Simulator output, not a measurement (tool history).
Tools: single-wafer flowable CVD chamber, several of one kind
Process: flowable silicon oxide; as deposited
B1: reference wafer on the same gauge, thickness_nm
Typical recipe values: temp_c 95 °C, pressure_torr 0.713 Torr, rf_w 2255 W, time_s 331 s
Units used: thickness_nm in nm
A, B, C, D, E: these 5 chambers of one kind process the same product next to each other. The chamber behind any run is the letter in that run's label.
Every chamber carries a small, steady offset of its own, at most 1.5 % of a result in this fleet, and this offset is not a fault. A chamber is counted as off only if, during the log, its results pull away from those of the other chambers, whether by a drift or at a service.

run 1E hour=7.5 | temp_c=95 pressure_torr=0.713 rf_w=2255 time_s=331 | B1=208.02 | thickness_nm=211.57
run 2D hour=17.0 | temp_c=95 pressure_torr=0.713 rf_w=2255 time_s=331 | B1=208.13 | thickness_nm=208.76
run 3C hour=22.2 | temp_c=95 pressure_torr=0.713 rf_w=2255 time_s=331 | B1=208.07 | thickness_nm=208.99
run 4A hour=30.1 | temp_c=95 pressure_torr=0.713 rf_w=2255 time_s=331 | B1=208.10 | thickness_nm=206.51
run 5B hour=36.6 | temp_c=95 pressure_torr=0.713 rf_w=2255 time_s=331 | B1=208.08 | thickness_nm=209.23
-- hour=44.0 chamber C: thermocouple changed; heater temperature recalibrated
run 6B hour=44.8 | temp_c=95 pressure_torr=0.713 rf_w=2255 time_s=331 | B1=208.21 | thickness_nm=209.55
run 7C hour=52.0 | temp_c=95 pressure_torr=0.713 rf_w=2255 time_s=331 | B1=208.19 | thickness_nm=209.59
run 8A hour=62.1 | temp_c=95 pressure_torr=0.713 rf_w=2255 time_s=331 | B1=208.26 | thickness_nm=205.86
run 9E hour=68.7 | temp_c=95 pressure_torr=0.713 rf_w=2255 time_s=331 | B1=208.31 | thickness_nm=211.43
run 10D hour=74.0 | temp_c=95 pressure_torr=0.713 rf_w=2255 time_s=331 | B1=208.23 | thickness_nm=208.28
-- hour=77.5 chamber B: thermocouple changed; heater temperature recalibrated
run 11D hour=79.2 | temp_c=95 pressure_torr=0.713 rf_w=2255 time_s=331 | B1=208.29 | thickness_nm=209.25
run 12A hour=89.1 | temp_c=95 pressure_torr=0.713 rf_w=2255 time_s=331 | B1=208.41 | thickness_nm=206.52
run 13B hour=97.9 | temp_c=95 pressure_torr=0.713 rf_w=2255 time_s=331 | B1=208.39 | thickness_nm=209.83
run 14C hour=106.8 | temp_c=95 pressure_torr=0.713 rf_w=2255 time_s=331 | B1=208.43 | thickness_nm=209.42
run 15E hour=117.0 | temp_c=90 pressure_torr=0.713 rf_w=2255 time_s=331 | B1=208.46 | thickness_nm=250.11
run 16A hour=123.5 | temp_c=90 pressure_torr=0.713 rf_w=2255 time_s=331 | B1=208.50 | thickness_nm=244.78
run 17B hour=129.1 | temp_c=90 pressure_torr=0.713 rf_w=2255 time_s=331 | B1=208.57 | thickness_nm=248.05
run 18E hour=134.7 | temp_c=90 pressure_torr=0.713 rf_w=2255 time_s=331 | B1=208.54 | thickness_nm=249.69
run 19D hour=143.9 | temp_c=90 pressure_torr=0.713 rf_w=2255 time_s=331 | B1=208.68 | thickness_nm=248.13
run 20C hour=154.4 | temp_c=109 pressure_torr=0.713 rf_w=2255 time_s=331 | B1=208.70 | thickness_nm=132.76
run 21E hour=164.9 | temp_c=109 pressure_torr=0.713 rf_w=2255 time_s=331 | B1=208.69 | thickness_nm=133.88
run 22B hour=174.4 | temp_c=109 pressure_torr=0.713 rf_w=2255 time_s=331 | B1=208.72 | thickness_nm=132.36
-- hour=178.1 chamber E: RF generator calibrated
run 23C hour=180.4 | temp_c=109 pressure_torr=0.713 rf_w=2255 time_s=331 | B1=208.78 | thickness_nm=132.80
run 24D hour=191.1 | temp_c=109 pressure_torr=0.713 rf_w=2255 time_s=331 | B1=208.75 | thickness_nm=131.32
run 25A hour=196.6 | temp_c=95 pressure_torr=0.713 rf_w=2255 time_s=299 | B1=208.83 | thickness_nm=187.17
-- hour=200.7 chamber A: capacitance manometer re-zeroed and calibrated
run 26C hour=207.2 | temp_c=95 pressure_torr=0.713 rf_w=2255 time_s=299 | B1=208.82 | thickness_nm=189.91
run 27A hour=213.2 | temp_c=95 pressure_torr=0.713 rf_w=2255 time_s=299 | B1=208.86 | thickness_nm=187.32
run 28B hour=219.1 | temp_c=95 pressure_torr=0.713 rf_w=2255 time_s=299 | B1=208.92 | thickness_nm=189.83
run 29E hour=227.9 | temp_c=95 pressure_torr=0.713 rf_w=2255 time_s=299 | B1=208.88 | thickness_nm=191.46
run 30D hour=237.6 | temp_c=95 pressure_torr=0.713 rf_w=2255 time_s=331 | B1=208.91 | thickness_nm=209.76
run 31A hour=244.9 | temp_c=95 pressure_torr=0.713 rf_w=2255 time_s=331 | B1=209.06 | thickness_nm=207.05
-- hour=250.3 chamber E: thermocouple changed; heater temperature recalibrated
run 32E hour=254.4 | temp_c=95 pressure_torr=0.713 rf_w=2255 time_s=331 | B1=209.12 | thickness_nm=211.71
run 33D hour=264.0 | temp_c=95 pressure_torr=0.713 rf_w=2255 time_s=331 | B1=209.15 | thickness_nm=210.06

All chambers now run identical settings, listed one chamber a line with results as question marks. What results will each chamber show?
run 34A hour=271.8 | temp_c=95 pressure_torr=0.713 rf_w=2455 time_s=331 | thickness_nm=?
run 34B hour=271.8 | temp_c=95 pressure_torr=0.713 rf_w=2455 time_s=331 | thickness_nm=?
run 34C hour=271.8 | temp_c=95 pressure_torr=0.713 rf_w=2455 time_s=331 | thickness_nm=?
run 34D hour=271.8 | temp_c=95 pressure_torr=0.713 rf_w=2455 time_s=331 | thickness_nm=?
run 34E hour=271.8 | temp_c=95 pressure_torr=0.713 rf_w=2455 time_s=331 | thickness_nm=?

run=34A thickness_nm=209.08
run=34B thickness_nm=212.95
run=34C thickness_nm=213.30
run=34D thickness_nm=212.28
run=34E thickness_nm=214.43

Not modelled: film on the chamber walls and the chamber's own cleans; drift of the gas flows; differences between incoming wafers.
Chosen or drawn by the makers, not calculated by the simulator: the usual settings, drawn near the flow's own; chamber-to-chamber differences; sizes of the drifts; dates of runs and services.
